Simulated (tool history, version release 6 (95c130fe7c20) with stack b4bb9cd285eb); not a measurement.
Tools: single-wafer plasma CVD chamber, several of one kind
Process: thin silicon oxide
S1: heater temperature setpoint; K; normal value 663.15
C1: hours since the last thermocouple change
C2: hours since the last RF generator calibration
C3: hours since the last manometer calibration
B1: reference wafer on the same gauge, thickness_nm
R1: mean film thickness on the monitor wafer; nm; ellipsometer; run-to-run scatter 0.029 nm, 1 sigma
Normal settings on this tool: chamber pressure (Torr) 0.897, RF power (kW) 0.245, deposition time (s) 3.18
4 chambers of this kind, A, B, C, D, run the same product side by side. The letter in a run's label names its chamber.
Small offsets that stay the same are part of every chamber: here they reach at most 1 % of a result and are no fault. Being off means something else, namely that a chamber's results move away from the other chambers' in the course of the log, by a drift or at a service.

{"run": "1C", "hour": 5.0, "S1": 663.15, "chamber pressure (Torr)": 0.897, "RF power (kW)": 0.245, "deposition time (s)": 3.18, "C1": 59.0, "C2": 1369.4, "C3": 1942.0, "B1": 5.2234, "R1": 5.9636}
{"run": "2A", "hour": 8.4, "S1": 663.15, "chamber pressure (Torr)": 0.897, "RF power (kW)": 0.245, "deposition time (s)": 3.18, "C1": 1266.4, "C2": 1115.4, "C3": 904.7, "B1": 5.2164, "R1": 6.0084}
{"run": "3D", "hour": 12.3, "S1": 663.15, "chamber pressure (Torr)": 0.897, "RF power (kW)": 0.245, "deposition time (s)": 3.18, "C1": 1941.8, "C2": 946.1, "C3": 152.9, "B1": 5.2167, "R1": 5.8926}
{"run": "4B", "hour": 16.8, "S1": 663.15, "chamber pressure (Torr)": 0.897, "RF power (kW)": 0.245, "deposition time (s)": 3.18, "C1": 489.2, "C2": 1114.6, "C3": 956.2, "B1": 5.2218, "R1": 5.9362}
{"run": "5D", "hour": 21.1, "S1": 663.15, "chamber pressure (Torr)": 0.897, "RF power (kW)": 0.245, "deposition time (s)": 3.18, "C1": 1950.6, "C2": 954.9, "C3": 161.7, "B1": 5.2234, "R1": 5.9123}
{"run": "6A", "hour": 26.9, "S1": 663.15, "chamber pressure (Torr)": 0.897, "RF power (kW)": 0.245, "deposition time (s)": 3.18, "C1": 1284.9, "C2": 1133.9, "C3": 923.2, "B1": 5.2194, "R1": 6.0149}
{"run": "7B", "hour": 30.4, "S1": 663.15, "chamber pressure (Torr)": 0.897, "RF power (kW)": 0.245, "deposition time (s)": 3.18, "C1": 502.8, "C2": 1128.2, "C3": 969.8, "B1": 5.2243, "R1": 5.8869}
{"run": "8C", "hour": 35.2, "S1": 663.15, "chamber pressure (Torr)": 0.897, "RF power (kW)": 0.245, "deposition time (s)": 3.18, "C1": 89.2, "C2": 1399.6, "C3": 1972.2, "B1": 5.2212, "R1": 5.9385}
{"run": "9B", "hour": 40.8, "S1": 663.15, "chamber pressure (Torr)": 0.897, "RF power (kW)": 0.245, "deposition time (s)": 3.18, "C1": 513.2, "C2": 1138.6, "C3": 980.2, "B1": 5.2184, "R1": 5.9045}
{"run": "10D", "hour": 43.6, "S1": 663.15, "chamber pressure (Torr)": 0.897, "RF power (kW)": 0.245, "deposition time (s)": 3.18, "C1": 1973.1, "C2": 977.4, "C3": 184.2, "B1": 5.2116, "R1": 5.9123}
{"run": "11C", "hour": 48.3, "S1": 663.15, "chamber pressure (Torr)": 0.897, "RF power (kW)": 0.245, "deposition time (s)": 3.18, "C1": 102.3, "C2": 1412.7, "C3": 1985.3, "B1": 5.2163, "R1": 5.9663}
{"run": "12A", "hour": 51.0, "S1": 663.15, "chamber pressure (Torr)": 0.897, "RF power (kW)": 0.245, "deposition time (s)": 3.18, "C1": 1309.0, "C2": 1158.0, "C3": 947.3, "B1": 5.2178, "R1": 6.0382}
{"run": "13B", "hour": 56.8, "S1": 663.15, "chamber pressure (Torr)": 0.897, "RF power (kW)": 0.245, "deposition time (s)": 3.18, "C1": 529.2, "C2": 1154.6, "C3": 996.2, "B1": 5.2243, "R1": 5.9258}
{"run": "14C", "hour": 61.1, "S1": 663.15, "chamber pressure (Torr)": 0.897, "RF power (kW)": 0.245, "deposition time (s)": 3.18, "C1": 115.1, "C2": 1425.5, "C3": 1998.1, "B1": 5.2164, "R1": 5.9628}
{"run": "15A", "hour": 65.9, "S1": 663.15, "chamber pressure (Torr)": 0.897, "RF power (kW)": 0.245, "deposition time (s)": 3.18, "C1": 1323.9, "C2": 1172.9, "C3": 962.2, "B1": 5.2197, "R1": 6.0213}
{"run": "16D", "hour": 71.9, "S1": 663.15, "chamber pressure (Torr)": 0.897, "RF power (kW)": 0.245, "deposition time (s)": 3.18, "C1": 2001.4, "C2": 1005.7, "C3": 212.5, "B1": 5.2201, "R1": 5.8896}
{"hour": 72.2, "done": "chamber C: capacitance manometer re-zeroed and calibrated"}
{"run": "17B", "hour": 76.7, "S1": 670.15, "chamber pressure (Torr)": 0.897, "RF power (kW)": 0.245, "deposition time (s)": 3.18, "C1": 549.1, "C2": 1174.5, "C3": 1016.1, "B1": 5.2215, "R1": 5.8523}
{"run": "18A", "hour": 81.6, "S1": 670.15, "chamber pressure (Torr)": 0.897, "RF power (kW)": 0.245, "deposition time (s)": 3.18, "C1": 1339.6, "C2": 1188.6, "C3": 977.9, "B1": 5.2144, "R1": 5.9408}
{"run": "19D", "hour": 87.3, "S1": 670.15, "chamber pressure (Torr)": 0.897, "RF power (kW)": 0.245, "deposition time (s)": 3.18, "C1": 2016.8, "C2": 1021.1, "C3": 227.9, "B1": 5.2117, "R1": 5.8973}
{"run": "20C", "hour": 91.4, "S1": 670.15, "chamber pressure (Torr)": 0.897, "RF power (kW)": 0.245, "deposition time (s)": 3.18, "C1": 145.4, "C2": 1455.8, "C3": 19.3, "B1": 5.2198, "R1": 5.8209}
{"run": "21B", "hour": 97.2, "S1": 663.15, "chamber pressure (Torr)": 0.897, "RF power (kW)": 0.245, "deposition time (s)": 3.18, "C1": 569.6, "C2": 1195.0, "C3": 1036.6, "B1": 5.2173, "R1": 5.8767}
{"run": "22A", "hour": 102.3, "S1": 663.15, "chamber pressure (Torr)": 0.897, "RF power (kW)": 0.245, "deposition time (s)": 3.18, "C1": 1360.3, "C2": 1209.3, "C3": 998.6, "B1": 5.2187, "R1": 6.0208}
{"run": "23C", "hour": 106.8, "S1": 663.15, "chamber pressure (Torr)": 0.897, "RF power (kW)": 0.245, "deposition time (s)": 3.18, "C1": 160.8, "C2": 1471.2, "C3": 34.7, "B1": 5.2213, "R1": 5.7991}
{"run": "24D", "hour": 111.5, "S1": 663.15, "chamber pressure (Torr)": 0.897, "RF power (kW)": 0.245, "deposition time (s)": 3.18, "C1": 2041.0, "C2": 1045.3, "C3": 252.1, "B1": 5.2206, "R1": 5.9394}
{"run": "25D", "hour": 117.0, "S1": 663.15, "chamber pressure (Torr)": 0.897, "RF power (kW)": 0.245, "deposition time (s)": 3.18, "C1": 2046.5, "C2": 1050.8, "C3": 257.6, "B1": 5.2173, "R1": 5.8906}
{"run": "26A", "hour": 122.8, "S1": 658.15, "chamber pressure (Torr)": 0.897, "RF power (kW)": 0.245, "deposition time (s)": 3.18, "C1": 1380.8, "C2": 1229.8, "C3": 1019.1, "B1": 5.2267, "R1": 6.0087}
{"run": "27C", "hour": 125.6, "S1": 658.15, "chamber pressure (Torr)": 0.897, "RF power (kW)": 0.245, "deposition time (s)": 3.18, "C1": 179.6, "C2": 1490.0, "C3": 53.5, "B1": 5.2193, "R1": 5.8262}
{"hour": 127.8, "done": "chamber B: RF generator calibrated"}
{"run": "28B", "hour": 129.6, "S1": 658.15, "chamber pressure (Torr)": 0.897, "RF power (kW)": 0.245, "deposition time (s)": 3.18, "C1": 602.0, "C2": 1.9, "C3": 1069.0, "B1": 5.2185, "R1": 5.8524}
{"run": "29C", "hour": 133.1, "S1": 658.15, "chamber pressure (Torr)": 0.897, "RF power (kW)": 0.245, "deposition time (s)": 3.18, "C1": 187.1, "C2": 1497.5, "C3": 61.0, "B1": 5.2176, "R1": 5.8651}

One chamber off, gauge drift, or nothing amiss beyond the chambers' own small offsets? If it is a chamber, which one, and what is the likeliest cause?

Chamber C has stood off from the others ever since a service on it.
Likeliest cause: true pressure below the setpoint (%) = 3.19.

Here are 4 candidates for chamber C's next run, each the usual settings with a change, their results left as question marks. Which one brings its results back in line with what the others give on the usual settings?
To be in line, a result may differ from the other chambers' mean on the usual settings by at most: R1 0.1000 nm
{"run": "30C-1", "hour": 137.3, "S1": 663.15, "chamber pressure (Torr)": 0.953, "RF power (kW)": 0.245, "deposition time (s)": 3.18, "R1": "?"}
{"run": "30C-2", "hour": 137.3, "S1": 663.15, "chamber pressure (Torr)": 0.877, "RF power (kW)": 0.245, "deposition time (s)": 3.18, "R1": "?"}
{"run": "30C-3", "hour": 137.3, "S1": 663.15, "chamber pressure (Torr)": 0.897, "RF power (kW)": 0.245, "deposition time (s)": 3.24, "R1": "?"}
{"run": "30C-4", "hour": 137.3, "S1": 663.15, "chamber pressure (Torr)": 0.897, "RF power (kW)": 0.245, "deposition time (s)": 3.01, "R1": "?"}

Usual-settings mean across the other chambers: R1 5.9461 nm
run=30C-1 R1=6.1102
run=30C-2 R1=5.6987
run=30C-3 R1=5.9170
run=30C-4 R1=5.4974
The answer is 30C-3, which returns the chamber to within the allowed miss of the others.
